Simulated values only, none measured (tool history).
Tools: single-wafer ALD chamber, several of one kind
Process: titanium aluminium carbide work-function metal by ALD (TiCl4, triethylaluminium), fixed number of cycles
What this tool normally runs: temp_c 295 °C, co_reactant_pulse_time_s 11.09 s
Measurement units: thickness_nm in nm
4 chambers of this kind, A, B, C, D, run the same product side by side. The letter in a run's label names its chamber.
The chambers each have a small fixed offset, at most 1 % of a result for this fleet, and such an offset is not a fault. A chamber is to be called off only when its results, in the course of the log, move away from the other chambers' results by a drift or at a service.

run,hour,temp_c,co_reactant_pulse_time_s,hours since the last thermocouple change,hours since the last triethylaluminium bottle change,"read-back reference wafer on the same gauge, thickness_nm",thickness_nm
1A,4.8,295,11.09,182.8,545,1.7495,1.9835
2B,9,295,11.09,40.9,152.4,1.7489,1.971
3D,12.3,295,11.09,331.6,217.2,1.7489,1.9766
4C,16.6,295,11.09,1198.5,675,1.748,1.9603
5B,20.1,295,11.09,52,163.5,1.7478,1.9746
6C,22.8,295,11.09,1204.7,681.2,1.7471,1.9631
7A,25.1,295,11.09,203.1,565.3,1.7468,1.9809
8D,28.5,295,11.09,347.8,233.4,1.7464,1.9735
9B,31.5,295,11.09,63.4,174.9,1.7462,1.966
10C,34.3,295,11.09,1216.2,692.7,1.746,1.9582
11A,37.7,295,11.09,215.7,577.9,1.7461,1.9811
12D,40.4,295,11.09,359.7,245.3,1.7454,1.9723
13B,44,305,9.68,75.9,187.4,1.7451,2.0261
14D,47.3,305,9.68,366.6,252.2,1.7451,2.0312
15C,50.1,305,9.68,1232,708.5,1.7446,2.0213
16A,53.7,305,9.68,231.7,593.9,1.7437,2.0401
17B,56.1,295,11.09,88,199.5,1.744,1.9623
18C,58.5,295,11.09,1240.4,716.9,1.7439,1.9549
19D,61.4,295,11.09,380.7,266.3,1.7431,1.9703
20A,66.1,295,11.09,244.1,606.3,1.7431,1.9828
21D,68.6,295,11.09,387.9,273.5,1.7423,1.9708
22B,71.5,295,11.09,103.4,214.9,1.7421,1.9657
23A,75,295,11.09,253,615.2,1.7419,1.9769
24C,79.2,295,11.09,1261.1,737.6,1.7415,1.9528

Which is it: a chamber that has drifted or been left off by a service, a gauge drift common to all chambers, or only each chamber's usual small offset? If a chamber is off, name it and its likeliest cause.

No chamber is off; the gauge reading every chamber's wafers drifts, which makes the whole fleet appear to move together.
Most likely cause: gauge reads low (%) = 0.524.

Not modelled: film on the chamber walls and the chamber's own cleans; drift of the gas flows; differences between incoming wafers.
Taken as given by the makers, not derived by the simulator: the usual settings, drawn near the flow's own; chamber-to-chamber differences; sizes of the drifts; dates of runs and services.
